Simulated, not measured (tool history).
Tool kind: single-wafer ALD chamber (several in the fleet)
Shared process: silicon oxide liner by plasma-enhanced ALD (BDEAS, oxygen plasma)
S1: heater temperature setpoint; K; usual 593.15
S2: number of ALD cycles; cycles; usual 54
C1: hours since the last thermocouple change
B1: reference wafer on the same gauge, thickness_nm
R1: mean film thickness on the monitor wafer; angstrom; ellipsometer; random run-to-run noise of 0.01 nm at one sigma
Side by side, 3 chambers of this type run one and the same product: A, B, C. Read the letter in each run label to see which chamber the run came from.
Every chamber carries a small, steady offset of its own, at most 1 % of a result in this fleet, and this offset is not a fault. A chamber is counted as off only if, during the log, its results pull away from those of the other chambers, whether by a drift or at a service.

{"run": "1C", "hour": 8.5, "S1": 593.15, "S2": 54, "C1": 2086.7, "B1": 4.9494, "R1": 48.949}
{"run": "2B", "hour": 17.2, "S1": 593.15, "S2": 54, "C1": 1391.7, "B1": 4.9495, "R1": 48.965}
{"run": "3A", "hour": 25.4, "S1": 593.15, "S2": 54, "C1": 850.9, "B1": 4.9504, "R1": 49.23}
{"run": "4B", "hour": 32.2, "S1": 593.15, "S2": 54, "C1": 1406.7, "B1": 4.9478, "R1": 49.087}
{"run": "5C", "hour": 46.2, "S1": 593.15, "S2": 54, "C1": 2124.4, "B1": 4.9509, "R1": 49.128}
{"run": "6A", "hour": 56.7, "S1": 593.15, "S2": 54, "C1": 882.2, "B1": 4.9483, "R1": 49.154}
{"run": "7A", "hour": 67.3, "S1": 593.15, "S2": 54, "C1": 892.8, "B1": 4.9524, "R1": 49.108}
{"run": "8C", "hour": 75.2, "S1": 593.15, "S2": 54, "C1": 2153.4, "B1": 4.9526, "R1": 48.943}
{"run": "9B", "hour": 83.0, "S1": 593.15, "S2": 54, "C1": 1457.5, "B1": 4.9484, "R1": 49.023}
{"run": "10B", "hour": 90.0, "S1": 593.15, "S2": 54, "C1": 1464.5, "B1": 4.9511, "R1": 48.73}
{"run": "11C", "hour": 103.6, "S1": 593.15, "S2": 54, "C1": 2181.8, "B1": 4.949, "R1": 49.132}
{"run": "12A", "hour": 115.5, "S1": 593.15, "S2": 54, "C1": 941, "B1": 4.9497, "R1": 49.282}
{"run": "13B", "hour": 125.1, "S1": 593.15, "S2": 54, "C1": 1499.6, "B1": 4.95, "R1": 48.819}
{"run": "14A", "hour": 133.3, "S1": 593.15, "S2": 54, "C1": 958.8, "B1": 4.9502, "R1": 49.016}
{"run": "15C", "hour": 143.1, "S1": 593.15, "S2": 54, "C1": 2221.3, "B1": 4.9495, "R1": 49.202}
{"run": "16A", "hour": 155.3, "S1": 600.15, "S2": 54, "C1": 980.8, "B1": 4.9508, "R1": 48.91}
{"run": "17B", "hour": 168.6, "S1": 600.15, "S2": 54, "C1": 1543.1, "B1": 4.9519, "R1": 48.364}
{"run": "18C", "hour": 177.6, "S1": 600.15, "S2": 54, "C1": 2255.8, "B1": 4.9491, "R1": 48.51}
{"run": "19C", "hour": 186.1, "S1": 593.15, "S2": 54, "C1": 2264.3, "B1": 4.9479, "R1": 49.144}
{"run": "20A", "hour": 196.7, "S1": 593.15, "S2": 54, "C1": 1022.2, "B1": 4.9511, "R1": 49.352}
{"run": "21B", "hour": 205.6, "S1": 593.15, "S2": 54, "C1": 1580.1, "B1": 4.954, "R1": 48.916}
{"run": "22A", "hour": 218.9, "S1": 593.15, "S2": 54, "C1": 1044.4, "B1": 4.9501, "R1": 49.354}
{"run": "23B", "hour": 232.0, "S1": 593.15, "S2": 54, "C1": 1606.5, "B1": 4.9491, "R1": 48.984}
{"run": "24C", "hour": 239.9, "S1": 593.15, "S2": 54, "C1": 2318.1, "B1": 4.952, "R1": 49.097}
{"run": "25B", "hour": 250.1, "S1": 593.15, "S2": 54, "C1": 1624.6, "B1": 4.9511, "R1": 48.938}
{"run": "26C", "hour": 259.1, "S1": 593.15, "S2": 54, "C1": 2337.3, "B1": 4.9505, "R1": 49.039}
{"run": "27A", "hour": 266.0, "S1": 593.15, "S2": 54, "C1": 1091.5, "B1": 4.9503, "R1": 49.049}

All 3 chambers run these settings next. Forecast each chamber's results:
{"run": "28A", "hour": 276.2, "S1": 593.15, "S2": 54, "R1": "?"}
{"run": "28B", "hour": 276.2, "S1": 593.15, "S2": 54, "R1": "?"}
{"run": "28C", "hour": 276.2, "S1": 593.15, "S2": 54, "R1": "?"}

run=28A R1=49.044
run=28B R1=48.908
run=28C R1=49.086

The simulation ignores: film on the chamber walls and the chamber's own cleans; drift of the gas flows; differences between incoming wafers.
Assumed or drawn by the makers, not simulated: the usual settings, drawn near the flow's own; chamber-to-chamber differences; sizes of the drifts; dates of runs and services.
